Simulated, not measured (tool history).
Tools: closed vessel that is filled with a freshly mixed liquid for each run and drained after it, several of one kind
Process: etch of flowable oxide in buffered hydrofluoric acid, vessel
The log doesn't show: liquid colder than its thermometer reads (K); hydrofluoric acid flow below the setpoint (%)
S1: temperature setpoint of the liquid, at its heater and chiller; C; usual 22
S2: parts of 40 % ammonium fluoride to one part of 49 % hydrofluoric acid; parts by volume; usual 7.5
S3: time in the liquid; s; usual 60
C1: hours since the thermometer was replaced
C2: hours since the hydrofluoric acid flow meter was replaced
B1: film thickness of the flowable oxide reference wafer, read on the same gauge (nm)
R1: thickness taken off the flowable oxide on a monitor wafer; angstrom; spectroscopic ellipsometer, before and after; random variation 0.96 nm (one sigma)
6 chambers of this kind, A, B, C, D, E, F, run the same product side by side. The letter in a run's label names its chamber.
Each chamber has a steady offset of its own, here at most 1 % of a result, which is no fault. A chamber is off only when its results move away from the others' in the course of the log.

| run | hour | S1 | S2 | S3 | C1 | C2 | B1 | R1 |
|---|---|---|---|---|---|---|---|---|
| 1A | 12.3 | 22 | 7.5 | 60 | 1594.8 | 458.1 | 59.979 | 2569.5 |
| 2D | 21.2 | 22 | 7.5 | 60 | 167.6 | 423.3 | 60.005 | 2562.7 |
| 3F | 29.1 | 22 | 7.5 | 60 | 557.3 | 393.2 | 59.996 | 2574.2 |
| 4C | 39.1 | 22 | 7.5 | 60 | 1416.7 | 820.2 | 59.989 | 2570.6 |
|  | 39.4 | chamber E: hydrofluoric acid flow meter replaced |
|  | 40.1 | chamber B: hydrofluoric acid flow meter replaced |
| 5E | 46.4 | 22 | 7.5 | 60 | 1585.3 | 7.1 | 60.053 | 2585.1 |
| 6B | 57.4 | 22 | 7.5 | 60 | 215.4 | 17.4 | 60.011 | 2564.6 |
| 7D | 65.4 | 22 | 7.5 | 60 | 211.8 | 467.5 | 59.996 | 2560.3 |
| 8E | 73.8 | 22 | 7.5 | 60 | 1612.7 | 34.5 | 60.012 | 2591.3 |
| 9B | 86.8 | 22 | 7.5 | 60 | 244.8 | 46.8 | 60.033 | 2545.2 |
|  | 95.9 | chamber D: hydrofluoric acid flow meter replaced |
| 10F | 101.5 | 22 | 9.5 | 60 | 629.7 | 465.6 | 59.975 | 2037.1 |
|  | 104.2 | chamber C: thermometer replaced |
| 11A | 112.1 | 22 | 9.5 | 60 | 1694.6 | 557.9 | 60.021 | 2039 |
| 12C | 127.1 | 22 | 9.5 | 60 | 23 | 908.2 | 60.011 | 2056.6 |
| 13A | 138.2 | 22 | 9.5 | 60 | 1720.7 | 584 | 59.978 | 2026.7 |
| 14B | 147.9 | 22 | 9.5 | 60 | 305.9 | 107.9 | 59.987 | 2030.5 |
| 15F | 154.9 | 22 | 9.5 | 60 | 683.1 | 519 | 59.965 | 2036 |
| 16C | 163.9 | 22 | 7.5 | 60 | 59.8 | 945 | 60.057 | 2586.7 |
| 17D | 176.4 | 22 | 7.5 | 60 | 322.8 | 80.5 | 60.014 | 2564.2 |
| 18E | 185.1 | 22 | 7.5 | 60 | 1724 | 145.8 | 60.018 | 2592.1 |
| 19A | 195.5 | 22 | 7.5 | 60 | 1778 | 641.3 | 60.032 | 2578.8 |
| 20D | 209.4 | 22 | 7.5 | 60 | 355.8 | 113.5 | 59.975 | 2572.6 |
| 21C | 217.1 | 22 | 7.5 | 60 | 113 | 998.2 | 60.005 | 2580.2 |
| 22E | 227.4 | 22 | 7.5 | 60 | 1766.3 | 188.1 | 59.998 | 2589.7 |
| 23F | 236.9 | 22 | 7.5 | 60 | 765.1 | 601 | 60.038 | 2572.7 |
|  | 237.5 | chamber C: hydrofluoric acid flow meter replaced |
| 24B | 248.8 | 22 | 7.5 | 60 | 406.8 | 208.8 | 59.961 | 2562.5 |
| 25C | 258.3 | 22 | 7.5 | 60 | 154.2 | 20.9 | 59.946 | 2563.4 |
| 26E | 265.8 | 22 | 7.5 | 60 | 1804.7 | 226.5 | 59.987 | 2574.8 |
| 27D | 279.2 | 22 | 7.5 | 60 | 425.6 | 183.3 | 60.002 | 2576.1 |
| 28A | 287.1 | 22 | 7.5 | 60 | 1869.6 | 732.9 | 59.975 | 2563 |
| 29F | 296.9 | 22 | 7.5 | 60 | 825.1 | 661 | 59.995 | 2558.9 |
| 30B | 308.1 | 22 | 7.5 | 60 | 466.1 | 268.1 | 60.004 | 2556.7 |
| 31D | 316 | 22 | 7.5 | 60 | 462.4 | 220.1 | 60.008 | 2570.4 |
| 32C | 322.6 | 22 | 7.5 | 60 | 218.5 | 85.2 | 59.972 | 2587.8 |
| 33B | 335.9 | 22 | 7.5 | 60 | 493.9 | 295.9 | 59.947 | 2562.6 |
| 34A | 346.3 | 22 | 7.5 | 60 | 1928.8 | 792.1 | 59.963 | 2559.2 |
| 35E | 354.2 | 22 | 7.5 | 60 | 1893.1 | 314.9 | 59.995 | 2589.7 |
| 36F | 360.8 | 22 | 7.5 | 60 | 889 | 724.9 | 59.996 | 2582.7 |

Is one chamber off against the others, does the gauge drift, or is nothing wrong? If a chamber is off, say which, and what the likeliest cause is.

No chamber stands off beyond its own small offset, and the gauge holds steady.
